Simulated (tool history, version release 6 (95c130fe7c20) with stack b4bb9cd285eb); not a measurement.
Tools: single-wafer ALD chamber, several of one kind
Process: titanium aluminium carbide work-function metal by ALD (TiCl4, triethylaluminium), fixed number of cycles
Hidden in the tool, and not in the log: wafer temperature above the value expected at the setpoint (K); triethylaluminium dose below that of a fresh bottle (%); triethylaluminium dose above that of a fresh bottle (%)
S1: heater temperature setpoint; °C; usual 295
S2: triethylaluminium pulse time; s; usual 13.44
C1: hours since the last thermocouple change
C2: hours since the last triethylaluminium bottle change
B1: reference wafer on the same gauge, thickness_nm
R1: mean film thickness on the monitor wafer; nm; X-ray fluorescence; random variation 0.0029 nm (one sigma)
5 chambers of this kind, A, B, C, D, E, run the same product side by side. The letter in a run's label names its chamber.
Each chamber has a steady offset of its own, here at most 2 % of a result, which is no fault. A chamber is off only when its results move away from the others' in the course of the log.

Run 1B, hour 6: usual settings; C1 624; C2 1070.4; B1 2.1691. Result: R1 2.009 nm.
Run 2E, hour 11.4: usual settings; C1 126; C2 1362.1; B1 2.1699. Result: R1 2.0057 nm.
Run 3D, hour 15.9: usual settings; C1 287.9; C2 120.9; B1 2.1695. Result: R1 2.0383 nm.
Run 4A, hour 22.8: usual settings; C1 895.5; C2 768.3; B1 2.1688. Result: R1 1.9967 nm.
Run 5C, hour 28.5: usual settings; C1 1052.6; C2 1169.5; B1 2.1683. Result: R1 1.9929 nm.
Run 6E, hour 33.3: usual settings; C1 147.9; C2 1384; B1 2.1667. Result: R1 2.002 nm.
Run 7C, hour 38.1: usual settings but S1 304 °C, S2 17.48 s; C1 1062.2; C2 1179.1; B1 2.1687. Result: R1 2.0941 nm.
Run 8D, hour 41.7: usual settings but S1 304 °C, S2 17.48 s; C1 313.7; C2 146.7; B1 2.1672. Result: R1 2.1238 nm.
Run 9A, hour 48.3: usual settings but S1 304 °C, S2 17.48 s; C1 921; C2 793.8; B1 2.1673. Result: R1 2.0952 nm.
Run 10B, hour 51.4: usual settings but S1 304 °C, S2 17.48 s; C1 669.4; C2 1115.8; B1 2.167. Result: R1 2.1045 nm.
Run 11C, hour 57: usual settings but S1 304 °C, S2 17.48 s; C1 1081.1; C2 1198; B1 2.167. Result: R1 2.0864 nm.
Run 12A, hour 63.4: usual settings; C1 936.1; C2 808.9; B1 2.166. Result: R1 1.9986 nm.
Run 13D, hour 69.3: usual settings but S1 304 °C, S2 17.05 s; C1 341.3; C2 174.3; B1 2.1649. Result: R1 2.1284 nm.
At hour 73.8: chamber C: thermocouple changed; heater temperature recalibrated.
Run 14B, hour 74.3: usual settings but S1 304 °C, S2 17.05 s; C1 692.3; C2 1138.7; B1 2.1659. Result: R1 2.0956 nm.
Run 15E, hour 80.6: usual settings but S1 304 °C, S2 17.05 s; C1 195.2; C2 1431.3; B1 2.1648. Result: R1 2.0996 nm.
Run 16D, hour 87.4: usual settings but S1 304 °C, S2 17.05 s; C1 359.4; C2 192.4; B1 2.1647. Result: R1 2.1295 nm.
Run 17C, hour 92.6: usual settings but S1 304 °C, S2 17.05 s; C1 18.8; C2 1233.6; B1 2.1649. Result: R1 2.088 nm.
Run 18E, hour 97.1: usual settings; C1 211.7; C2 1447.8; B1 2.1643. Result: R1 2.0033 nm.
Run 19A, hour 100.5: usual settings; C1 973.2; C2 846; B1 2.1627. Result: R1 2.0025 nm.
Run 20B, hour 106.3: usual settings; C1 724.3; C2 1170.7; B1 2.1628. Result: R1 2.0055 nm.
Run 21B, hour 110.8: usual settings; C1 728.8; C2 1175.2; B1 2.163. Result: R1 1.9988 nm.
Run 22E, hour 115.5: usual settings; C1 230.1; C2 1466.2; B1 2.1629. Result: R1 2.0013 nm.
Run 23D, hour 122.2: usual settings; C1 394.2; C2 227.2; B1 2.1631. Result: R1 2.0304 nm.
Run 24C, hour 125.9: usual settings but S1 290 °C, S2 17.81 s; C1 52.1; C2 1266.9; B1 2.1625. Result: R1 1.96 nm.
Run 25A, hour 131.2: usual settings but S1 290 °C, S2 17.81 s; C1 1003.9; C2 876.7; B1 2.1616. Result: R1 1.963 nm.
Run 26D, hour 137.6: usual settings but S1 290 °C, S2 17.81 s; C1 409.6; C2 242.6; B1 2.1617. Result: R1 1.997 nm.
Run 27E, hour 141.6: usual settings but S1 290 °C, S2 17.81 s; C1 256.2; C2 1492.3; B1 2.1616. Result: R1 1.9717 nm.
Run 28C, hour 146.8: usual settings but S1 290 °C, S2 17.81 s; C1 73; C2 1287.8; B1 2.161. Result: R1 1.9593 nm.
Run 29A, hour 150.6: usual settings; C1 1023.3; C2 896.1; B1 2.1597. Result: R1 1.9914 nm.
Run 30B, hour 156.2: usual settings; C1 774.2; C2 1220.6; B1 2.1609. Result: R1 1.998 nm.
Run 31D, hour 163.2: usual settings; C1 435.2; C2 268.2; B1 2.1604. Result: R1 2.0282 nm.
Run 32A, hour 167.4: usual settings but S1 282 °C, S2 8.44 s; C1 1040.1; C2 912.9; B1 2.1593. Result: R1 1.7917 nm.
Run 33C, hour 173.1: usual settings but S1 282 °C, S2 8.44 s; C1 99.3; C2 1314.1; B1 2.1604. Result: R1 1.7786 nm.
Run 34B, hour 178.7: usual settings but S1 282 °C, S2 8.44 s; C1 796.7; C2 1243.1; B1 2.1591. Result: R1 1.7995 nm.
Run 35E, hour 183.3: usual settings but S1 282 °C, S2 8.44 s; C1 297.9; C2 1534; B1 2.1588. Result: R1 1.8002 nm.
Run 36C, hour 186.8: usual settings but S1 282 °C, S2 8.44 s; C1 113; C2 1327.8; B1 2.1589. Result: R1 1.7796 nm.
Run 37A, hour 193.1: usual settings; C1 1065.8; C2 938.6; B1 2.1574. Result: R1 1.9871 nm.
Run 38D, hour 196.7: usual settings; C1 468.7; C2 301.7; B1 2.158. Result: R1 2.03 nm.
Run 39E, hour 202.2: usual settings; C1 316.8; C2 1552.9; B1 2.1577. Result: R1 1.996 nm.
Run 40B, hour 208.3: usual settings; C1 826.3; C2 1272.7; B1 2.1575. Result: R1 1.9938 nm.

All 5 chambers run these settings next. Forecast each chamber's results:
Run 41A, hour 213.3: usual settings. Result: R1 ?.
Run 41B, hour 213.3: usual settings. Result: R1 ?.
Run 41C, hour 213.3: usual settings. Result: R1 ?.
Run 41D, hour 213.3: usual settings. Result: R1 ?.
Run 41E, hour 213.3: usual settings. Result: R1 ?.

run      R1
41A  1.9898
41B  1.9989
41C  1.9848
41D  2.0322
41E  1.9966
